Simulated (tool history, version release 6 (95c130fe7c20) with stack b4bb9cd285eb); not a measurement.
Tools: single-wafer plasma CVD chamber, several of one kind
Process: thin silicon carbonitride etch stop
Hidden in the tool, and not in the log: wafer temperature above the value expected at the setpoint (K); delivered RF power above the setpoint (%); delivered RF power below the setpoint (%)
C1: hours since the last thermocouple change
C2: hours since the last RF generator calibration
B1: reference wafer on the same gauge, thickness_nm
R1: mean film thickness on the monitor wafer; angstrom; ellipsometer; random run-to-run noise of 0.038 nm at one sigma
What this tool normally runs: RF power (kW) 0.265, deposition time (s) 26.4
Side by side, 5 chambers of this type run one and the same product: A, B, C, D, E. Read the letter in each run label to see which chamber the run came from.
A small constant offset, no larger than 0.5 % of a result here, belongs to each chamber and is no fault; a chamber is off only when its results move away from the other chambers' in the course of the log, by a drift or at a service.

{"run": "1A", "day": 0.225, "RF power (kW)": 0.265, "deposition time (s)": 26.4, "C1": 1017.4, "C2": 985.7, "B1": 15.895, "R1": 163.73}
{"run": "2E", "day": 0.488, "RF power (kW)": 0.265, "deposition time (s)": 26.4, "C1": 2262.2, "C2": 353.3, "B1": 15.897, "R1": 163.81}
{"run": "3B", "day": 0.725, "RF power (kW)": 0.265, "deposition time (s)": 26.4, "C1": 1665.1, "C2": 1061.6, "B1": 15.894, "R1": 164.99}
{"run": "4D", "day": 1.067, "RF power (kW)": 0.265, "deposition time (s)": 26.4, "C1": 54.3, "C2": 706.4, "B1": 15.911, "R1": 162.72}
{"run": "5C", "day": 1.496, "RF power (kW)": 0.265, "deposition time (s)": 26.4, "C1": 90.6, "C2": 640.9, "B1": 15.899, "R1": 163.37}
{"run": "6E", "day": 1.912, "RF power (kW)": 0.265, "deposition time (s)": 26.4, "C1": 2296.4, "C2": 387.5, "B1": 15.906, "R1": 164.37}
{"run": "7C", "day": 2.333, "RF power (kW)": 0.265, "deposition time (s)": 26.4, "C1": 110.7, "C2": 661, "B1": 15.9, "R1": 162.94}
{"run": "8D", "day": 2.633, "RF power (kW)": 0.265, "deposition time (s)": 26.4, "C1": 91.9, "C2": 744, "B1": 15.899, "R1": 163.46}
{"run": "9A", "day": 2.983, "RF power (kW)": 0.265, "deposition time (s)": 26.4, "C1": 1083.6, "C2": 1051.9, "B1": 15.909, "R1": 162.86}
{"run": "10B", "day": 3.383, "RF power (kW)": 0.265, "deposition time (s)": 26.4, "C1": 1728.9, "C2": 1125.4, "B1": 15.901, "R1": 164.54}
{"run": "11E", "day": 3.671, "RF power (kW)": 0.265, "deposition time (s)": 26.4, "C1": 2338.6, "C2": 429.7, "B1": 15.909, "R1": 164.16}
{"run": "12A", "day": 3.962, "RF power (kW)": 0.25, "deposition time (s)": 22.1, "C1": 1107.1, "C2": 1075.4, "B1": 15.904, "R1": 134.69}
{"run": "13D", "day": 4.238, "RF power (kW)": 0.25, "deposition time (s)": 22.1, "C1": 130.4, "C2": 782.5, "B1": 15.894, "R1": 134.33}
{"run": "14C", "day": 4.671, "RF power (kW)": 0.25, "deposition time (s)": 22.1, "C1": 166.8, "C2": 717.1, "B1": 15.887, "R1": 134.19}
{"run": "15B", "day": 5.054, "RF power (kW)": 0.25, "deposition time (s)": 22.1, "C1": 1769, "C2": 1165.5, "B1": 15.904, "R1": 135.47}
{"run": "16D", "day": 5.492, "RF power (kW)": 0.25, "deposition time (s)": 22.1, "C1": 160.5, "C2": 812.6, "B1": 15.906, "R1": 133.96}
{"run": "17A", "day": 5.771, "RF power (kW)": 0.22, "deposition time (s)": 30.3, "C1": 1150.5, "C2": 1118.8, "B1": 15.903, "R1": 177.2}
{"run": "18E", "day": 6.25, "RF power (kW)": 0.22, "deposition time (s)": 30.3, "C1": 2400.5, "C2": 491.6, "B1": 15.897, "R1": 177.77}
{"run": "19B", "day": 6.65, "RF power (kW)": 0.22, "deposition time (s)": 30.3, "C1": 1807.3, "C2": 1203.8, "B1": 15.907, "R1": 178.74}
{"run": "20C", "day": 7.05, "RF power (kW)": 0.22, "deposition time (s)": 30.3, "C1": 223.9, "C2": 774.2, "B1": 15.916, "R1": 177.55}
{"run": "21A", "day": 7.5, "RF power (kW)": 0.22, "deposition time (s)": 30.3, "C1": 1192, "C2": 1160.3, "B1": 15.897, "R1": 176.98}
{"run": "22C", "day": 7.904, "RF power (kW)": 0.265, "deposition time (s)": 26.4, "C1": 244.4, "C2": 794.7, "B1": 15.894, "R1": 162.32}
{"run": "23E", "day": 8.25, "RF power (kW)": 0.29, "deposition time (s)": 30.2, "C1": 2448.5, "C2": 539.6, "B1": 15.904, "R1": 193.43}
{"run": "24D", "day": 8.612, "RF power (kW)": 0.29, "deposition time (s)": 30.2, "C1": 235.4, "C2": 887.5, "B1": 15.899, "R1": 191.19}
{"run": "25B", "day": 8.938, "RF power (kW)": 0.29, "deposition time (s)": 30.2, "C1": 1862.2, "C2": 1258.7, "B1": 15.893, "R1": 193.21}
{"run": "26E", "day": 9.454, "RF power (kW)": 0.29, "deposition time (s)": 30.2, "C1": 2477.4, "C2": 568.5, "B1": 15.889, "R1": 192.59}
{"run": "27B", "day": 9.758, "RF power (kW)": 0.29, "deposition time (s)": 30.2, "C1": 1881.9, "C2": 1278.4, "B1": 15.912, "R1": 193.86}
{"run": "28A", "day": 10.217, "RF power (kW)": 0.28, "deposition time (s)": 30.3, "C1": 1257.2, "C2": 1225.5, "B1": 15.893, "R1": 189.72}
{"run": "29D", "day": 10.7, "RF power (kW)": 0.28, "deposition time (s)": 30.3, "C1": 285.5, "C2": 937.6, "B1": 15.908, "R1": 190.42}
{"run": "30C", "day": 11.025, "RF power (kW)": 0.28, "deposition time (s)": 30.3, "C1": 319.3, "C2": 869.6, "B1": 15.91, "R1": 190.59}
{"run": "31E", "day": 11.546, "RF power (kW)": 0.28, "deposition time (s)": 30.3, "C1": 2527.6, "C2": 618.7, "B1": 15.898, "R1": 190.93}
{"run": "32A", "day": 11.9, "RF power (kW)": 0.28, "deposition time (s)": 30.3, "C1": 1297.6, "C2": 1265.9, "B1": 15.893, "R1": 190.76}
{"run": "33D", "day": 12.229, "RF power (kW)": 0.265, "deposition time (s)": 26.4, "C1": 322.2, "C2": 974.3, "B1": 15.898, "R1": 163.53}

What goes on in this fleet: one chamber off, a drifting gauge, or nothing beyond the chambers' own small offsets? Name the chamber and the cause, if any.

No chamber stands off beyond its own small offset, and the gauge holds steady.

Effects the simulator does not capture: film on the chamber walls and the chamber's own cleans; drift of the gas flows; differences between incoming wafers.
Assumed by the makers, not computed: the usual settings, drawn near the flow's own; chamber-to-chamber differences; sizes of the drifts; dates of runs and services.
